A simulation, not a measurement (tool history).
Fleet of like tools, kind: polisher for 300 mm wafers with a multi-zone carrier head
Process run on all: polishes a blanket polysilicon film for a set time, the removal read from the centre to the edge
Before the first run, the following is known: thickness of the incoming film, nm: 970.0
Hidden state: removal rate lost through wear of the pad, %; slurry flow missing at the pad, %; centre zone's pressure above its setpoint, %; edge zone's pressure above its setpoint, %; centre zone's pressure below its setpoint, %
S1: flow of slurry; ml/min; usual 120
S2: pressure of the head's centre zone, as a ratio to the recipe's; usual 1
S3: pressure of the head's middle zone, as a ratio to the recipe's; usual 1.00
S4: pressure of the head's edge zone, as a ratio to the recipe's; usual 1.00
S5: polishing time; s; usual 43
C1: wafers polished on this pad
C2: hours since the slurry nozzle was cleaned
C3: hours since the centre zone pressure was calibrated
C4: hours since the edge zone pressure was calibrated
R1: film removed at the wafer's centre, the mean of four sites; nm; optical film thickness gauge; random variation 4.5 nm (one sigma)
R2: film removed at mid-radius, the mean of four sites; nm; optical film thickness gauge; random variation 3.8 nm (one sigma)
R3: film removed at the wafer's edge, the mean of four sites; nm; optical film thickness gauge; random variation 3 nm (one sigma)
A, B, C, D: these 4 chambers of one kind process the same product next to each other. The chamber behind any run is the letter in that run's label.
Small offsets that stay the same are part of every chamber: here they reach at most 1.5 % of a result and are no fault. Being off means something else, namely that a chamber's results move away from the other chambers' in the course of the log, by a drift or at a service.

run	hour	S1	S2	S3	S4	S5	C1	C2	C3	C4	R1	R2	R3
# hour 2.7: chamber D: worn pad replaced by a new one
1C	5.4	120	1	1.00	1.00	43	252	287.1	267.4	130.8	334.62	337.38	333.64
2D	8.0	120	1	1.00	1.00	43	87	220.0	877.4	199.6	338.37	338.48	339.24
3B	12.2	120	1	1.00	1.00	43	239	27.5	197.9	880.7	343.83	338.73	336.01
4A	17.6	120	1	1.00	1.00	43	1196	269.7	1089.3	1213.8	340.08	333.46	326.57
5B	23.1	120	1	1.00	1.00	43	418	38.4	208.8	891.6	342.01	339.34	338.61
6A	26.6	120	1	1.00	1.00	43	1344	278.7	1098.3	1222.8	332.25	332.38	325.60
7D	29.3	120	1	1.00	1.00	43	436	241.3	898.7	220.9	332.67	345.45	342.69
# hour 33.0: chamber A: worn pad replaced by a new one
8C	34.7	120	1	1.00	1.00	43	733	316.4	296.7	160.1	335.83	330.40	329.17
9D	37.2	120	1	1.00	1.00	43	566	249.2	906.6	228.8	341.40	331.11	336.15
10B	42.0	120	1	1.00	1.00	32	729	57.3	227.7	910.5	258.48	253.60	248.97
# hour 45.9: chamber C: worn pad replaced by a new one
11C	46.5	120	1	1.00	1.00	32	10	328.2	308.5	171.9	253.77	247.16	247.07
12A	49.4	120	1	1.00	1.00	32	269	301.5	1121.1	1245.6	241.84	248.18	253.16
# hour 52.3: chamber D: centre zone pressure recalibrated
13A	54.2	120	1	1.00	1.00	32	348	306.3	1125.9	1250.4	256.22	251.28	245.30
# hour 57.6: chamber A: edge zone pressure recalibrated
14C	58.6	120	1	1.00	0.93	43	208	340.3	320.6	184.0	344.33	343.81	318.60
15D	61.0	120	1	1.00	0.93	43	957	273.0	8.7	252.6	307.83	335.31	319.76
# hour 61.7: chamber C: slurry nozzle cleaned
16B	64.7	120	1	1.00	0.93	43	1101	80.0	250.4	933.2	346.63	338.21	327.99
17B	69.8	120	1	1.00	0.93	43	1185	85.1	255.5	938.3	339.54	343.96	323.56
18A	72.6	120	1	1.00	1.00	43	650	324.7	1144.3	15.0	340.36	340.25	332.76
# hour 74.1: chamber B: worn pad replaced by a new one
19C	77.7	120	1	1.00	1.00	43	522	16.0	339.7	203.1	339.71	340.95	333.84
20D	80.7	120	1	1.00	1.00	43	1280	292.7	28.4	272.3	314.99	333.03	341.51
21B	85.6	120	1	1.00	1.00	43	189	100.9	271.3	954.1	338.92	338.36	332.74
# hour 86.6: chamber D: worn pad replaced by a new one
22C	89.7	120	1	0.92	1.00	43	719	28.0	351.7	215.1	340.38	310.44	331.90
23A	94.8	120	1	0.92	1.00	43	1015	346.9	1166.5	37.2	336.11	314.14	330.55
24D	98.6	120	1	0.92	1.00	43	198	310.6	46.3	290.2	311.01	309.05	338.76
# hour 101.9: chamber C: worn pad replaced by a new one
25D	102.4	120	1	0.92	1.00	43	260	314.4	50.1	294.0	308.06	310.19	338.03
26A	104.9	120	1	1.00	1.00	43	1180	357.0	1176.6	47.3	326.77	335.70	330.28
27C	108.4	120	1	1.00	1.00	43	107	46.7	370.4	233.8	336.71	335.02	332.97
# hour 112.2: chamber A: worn pad replaced by a new one
28B	112.3	120	1	1.00	1.00	43	627	127.6	298.0	980.8	336.48	338.34	335.47
29A	116.3	120	1	1.00	1.00	43	67	368.4	1188.0	58.7	346.34	342.36	330.80
30C	120.4	120	1	0.93	1.00	43	304	58.7	382.4	245.8	336.50	312.97	337.14
31D	123.8	120	1	0.93	1.00	43	611	335.8	71.5	315.4	314.66	308.56	335.19
32B	128.1	120	1	0.93	1.00	43	886	143.4	313.8	996.6	348.08	314.90	334.88
33C	132.4	120	1	0.93	1.00	43	501	70.7	394.4	257.8	336.05	313.92	333.08
34B	136.8	120	1	1.00	1.00	43	1029	152.1	322.5	1005.3	349.67	338.55	337.15
35A	139.4	120	1	1.00	1.00	43	447	391.5	1211.1	81.8	340.95	335.71	326.45
36D	142.4	120	1	1.00	1.00	43	917	354.4	90.1	334.0	303.23	341.33	337.87
37C	147.8	120	1	1.00	1.00	43	754	86.1	409.8	273.2	339.17	335.74	334.87

Predict what each chamber gives when all 4 of them run the settings below next.
38A	151.7	140	1	1.00	1.00	43					?	?	?
38B	151.7	140	1	1.00	1.00	43					?	?	?
38C	151.7	140	1	1.00	1.00	43					?	?	?
38D	151.7	140	1	1.00	1.00	43					?	?	?

run	R1	R2	R3
38A	348.41	348.19	341.73
38B	357.17	354.65	341.33
38C	346.80	352.29	339.88
38D	328.12	342.21	339.65
